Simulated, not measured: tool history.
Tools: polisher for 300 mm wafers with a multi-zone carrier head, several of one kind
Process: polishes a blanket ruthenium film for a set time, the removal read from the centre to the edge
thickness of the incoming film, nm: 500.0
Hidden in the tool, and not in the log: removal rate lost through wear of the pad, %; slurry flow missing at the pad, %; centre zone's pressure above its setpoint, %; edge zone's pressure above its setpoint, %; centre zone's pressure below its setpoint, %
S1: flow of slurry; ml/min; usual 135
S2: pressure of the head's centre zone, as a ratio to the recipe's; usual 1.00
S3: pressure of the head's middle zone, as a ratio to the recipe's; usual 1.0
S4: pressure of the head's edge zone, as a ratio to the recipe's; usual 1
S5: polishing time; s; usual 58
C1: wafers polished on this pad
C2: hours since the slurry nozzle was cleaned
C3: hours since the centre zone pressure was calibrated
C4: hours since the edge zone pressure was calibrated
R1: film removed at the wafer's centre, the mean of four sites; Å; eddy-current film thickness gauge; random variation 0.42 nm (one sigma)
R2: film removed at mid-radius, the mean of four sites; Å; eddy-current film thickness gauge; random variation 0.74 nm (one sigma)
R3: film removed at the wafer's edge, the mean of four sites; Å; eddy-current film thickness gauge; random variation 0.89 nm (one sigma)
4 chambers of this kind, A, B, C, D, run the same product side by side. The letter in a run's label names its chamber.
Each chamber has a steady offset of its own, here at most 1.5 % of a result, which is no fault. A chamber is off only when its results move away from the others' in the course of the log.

run 1C hour=8.2 | S1=135 S2=1.00 S3=1.0 S4=1 S5=58 | C1=673 C2=429.6 C3=46.5 C4=893.8 | R1=593.44 R2=601.30 R3=601.55
-- hour=14.6 chamber A: worn pad replaced by a new one
run 2A hour=16.3 | S1=135 S2=1.00 S3=1.0 S4=1 S5=58 | C1=19 C2=387.6 C3=192.5 C4=486.1 | R1=610.42 R2=592.69 R3=614.42
run 3B hour=23.1 | S1=135 S2=1.00 S3=1.0 S4=1 S5=58 | C1=1176 C2=386.8 C3=928.2 C4=851.6 | R1=594.08 R2=608.95 R3=581.36
-- hour=24.0 chamber A: slurry nozzle cleaned
-- hour=25.1 chamber B: worn pad replaced by a new one
run 4D hour=30.1 | S1=135 S2=1.00 S3=1.0 S4=1 S5=58 | C1=534 C2=187.9 C3=148.1 C4=690.3 | R1=610.33 R2=600.77 R3=605.41
run 5C hour=36.7 | S1=135 S2=1.00 S3=1.0 S4=1 S5=58 | C1=1000 C2=458.1 C3=75.0 C4=922.3 | R1=593.11 R2=585.47 R3=594.47
run 6B hour=45.0 | S1=135 S2=1.00 S3=1.0 S4=1 S5=58 | C1=228 C2=408.7 C3=950.1 C4=873.5 | R1=607.01 R2=605.41 R3=587.13
-- hour=48.3 chamber C: slurry nozzle cleaned
run 7A hour=55.2 | S1=100 S2=0.91 S3=1.0 S4=1 S5=58 | C1=465 C2=31.2 C3=231.4 C4=525.0 | R1=504.80 R2=562.60 R3=565.55
run 8D hour=59.7 | S1=100 S2=0.91 S3=1.0 S4=1 S5=58 | C1=873 C2=217.5 C3=177.7 C4=719.9 | R1=496.79 R2=555.67 R3=559.17
run 9A hour=65.4 | S1=100 S2=0.91 S3=1.0 S4=1 S5=58 | C1=582 C2=41.4 C3=241.6 C4=535.2 | R1=503.66 R2=548.48 R3=562.85
-- hour=70.4 chamber B: centre zone pressure recalibrated
run 10B hour=71.7 | S1=100 S2=0.91 S3=1.0 S4=1 S5=58 | C1=534 C2=435.4 C3=1.3 C4=900.2 | R1=499.52 R2=551.03 R3=573.01
-- hour=75.4 chamber A: worn pad replaced by a new one
-- hour=75.9 chamber D: edge zone pressure recalibrated
run 11D hour=81.8 | S1=135 S2=1.00 S3=1.0 S4=1 S5=58 | C1=1126 C2=239.6 C3=199.8 C4=5.9 | R1=609.27 R2=608.47 R3=619.71
run 12C hour=86.6 | S1=135 S2=1.00 S3=1.0 S4=1 S5=58 | C1=1572 C2=38.4 C3=124.9 C4=972.2 | R1=589.01 R2=603.72 R3=598.28
run 13A hour=95.1 | S1=135 S2=1.00 S3=1.0 S4=1 S5=58 | C1=226 C2=71.1 C3=271.3 C4=564.9 | R1=608.64 R2=618.78 R3=608.62
run 14D hour=103.3 | S1=135 S2=1.00 S3=1.0 S4=1 S5=58 | C1=1373 C2=261.1 C3=221.3 C4=27.4 | R1=607.29 R2=601.18 R3=587.22
-- hour=106.7 chamber D: slurry nozzle cleaned
-- hour=110.8 chamber D: worn pad replaced by a new one
run 15B hour=111.9 | S1=135 S2=1.00 S3=1.0 S4=1 S5=58 | C1=995 C2=475.6 C3=41.5 C4=940.4 | R1=595.13 R2=604.33 R3=604.58
run 16C hour=122.1 | S1=135 S2=1.00 S3=1.0 S4=1 S5=58 | C1=1979 C2=73.9 C3=160.4 C4=1007.7 | R1=585.12 R2=591.19 R3=593.14
run 17C hour=128.4 | S1=135 S2=1.00 S3=1.0 S4=1 S5=58 | C1=2051 C2=80.2 C3=166.7 C4=1014.0 | R1=593.07 R2=592.99 R3=583.00
run 18B hour=137.9 | S1=135 S2=1.00 S3=1.0 S4=1 S5=58 | C1=1293 C2=501.6 C3=67.5 C4=966.4 | R1=610.60 R2=607.10 R3=592.73
-- hour=140.3 chamber A: worn pad replaced by a new one
-- hour=141.0 chamber B: worn pad replaced by a new one
run 19D hour=146.9 | S1=135 S2=1.00 S3=1.0 S4=1 S5=58 | C1=414 C2=40.2 C3=264.9 C4=71.0 | R1=599.20 R2=602.90 R3=598.80
run 20A hour=155.6 | S1=135 S2=1.00 S3=1.0 S4=1 S5=58 | C1=175 C2=131.6 C3=331.8 C4=625.4 | R1=608.12 R2=608.70 R3=594.79
run 21C hour=163.6 | S1=135 S2=1.00 S3=1.0 S4=1 S5=58 | C1=2455 C2=115.4 C3=201.9 C4=1049.2 | R1=582.45 R2=590.00 R3=591.56
run 22A hour=168.0 | S1=120 S2=1.00 S3=1.1 S4=1 S5=58 | C1=318 C2=144.0 C3=344.2 C4=637.8 | R1=586.82 R2=640.15 R3=577.72
run 23D hour=174.8 | S1=120 S2=1.00 S3=1.1 S4=1 S5=58 | C1=734 C2=68.1 C3=292.8 C4=98.9 | R1=581.50 R2=645.64 R3=595.85
run 24B hour=181.9 | S1=120 S2=1.00 S3=1.1 S4=1 S5=58 | C1=469 C2=545.6 C3=111.5 C4=1010.4 | R1=575.57 R2=636.28 R3=597.83
run 25D hour=188.1 | S1=120 S2=1.00 S3=1.1 S4=1 S5=58 | C1=887 C2=81.4 C3=306.1 C4=112.2 | R1=586.37 R2=643.47 R3=590.04
run 26B hour=193.8 | S1=135 S2=1.00 S3=1.0 S4=1 S5=58 | C1=605 C2=557.5 C3=123.4 C4=1022.3 | R1=606.98 R2=601.57 R3=604.73
-- hour=200.1 chamber A: worn pad replaced by a new one
-- hour=201.0 chamber B: slurry nozzle cleaned
run 27C hour=202.9 | S1=135 S2=1.00 S3=1.0 S4=1 S5=58 | C1=2906 C2=154.7 C3=241.2 C4=1088.5 | R1=587.57 R2=589.94 R3=586.62
run 28A hour=211.6 | S1=135 S2=1.00 S3=1.0 S4=1 S5=58 | C1=131 C2=187.6 C3=387.8 C4=681.4 | R1=604.92 R2=601.70 R3=602.83
-- hour=216.2 chamber D: worn pad replaced by a new one
run 29B hour=220.3 | S1=135 S2=1.00 S3=1.0 S4=1 S5=58 | C1=909 C2=19.4 C3=149.9 C4=1048.8 | R1=611.31 R2=612.29 R3=605.33
run 30A hour=225.3 | S1=135 S2=1.00 S3=1.0 S4=1 S5=58 | C1=289 C2=201.3 C3=401.5 C4=695.1 | R1=610.79 R2=598.85 R3=595.76
run 31D hour=231.3 | S1=135 S2=1.00 S3=1.0 S4=1 S5=58 | C1=173 C2=124.6 C3=349.3 C4=155.4 | R1=609.59 R2=609.33 R3=599.58
run 32C hour=235.9 | S1=135 S2=1.00 S3=1.0 S4=1 S5=58 | C1=3284 C2=187.7 C3=274.2 C4=1121.5 | R1=572.77 R2=563.79 R3=562.55
-- hour=236.8 chamber D: centre zone pressure recalibrated
run 33D hour=241.3 | S1=135 S2=1.00 S3=1.0 S4=1 S5=58 | C1=288 C2=134.6 C3=4.6 C4=165.4 | R1=606.73 R2=607.41 R3=607.62

Next, every chamber runs the same settings. What will each give?
run 34A hour=248.6 | S1=95 S2=1.00 S3=1.0 S4=1 S5=58 | R1=? R2=? R3=?
run 34B hour=248.6 | S1=95 S2=1.00 S3=1.0 S4=1 S5=58 | R1=? R2=? R3=?
run 34C hour=248.6 | S1=95 S2=1.00 S3=1.0 S4=1 S5=58 | R1=? R2=? R3=?
run 34D hour=248.6 | S1=95 S2=1.00 S3=1.0 S4=1 S5=58 | R1=? R2=? R3=?

run=34A R1=548.77 R2=547.79 R3=559.66
run=34B R1=548.39 R2=556.13 R3=565.80
run=34C R1=516.96 R2=532.15 R3=541.75
run=34D R1=555.11 R2=542.42 R3=579.87
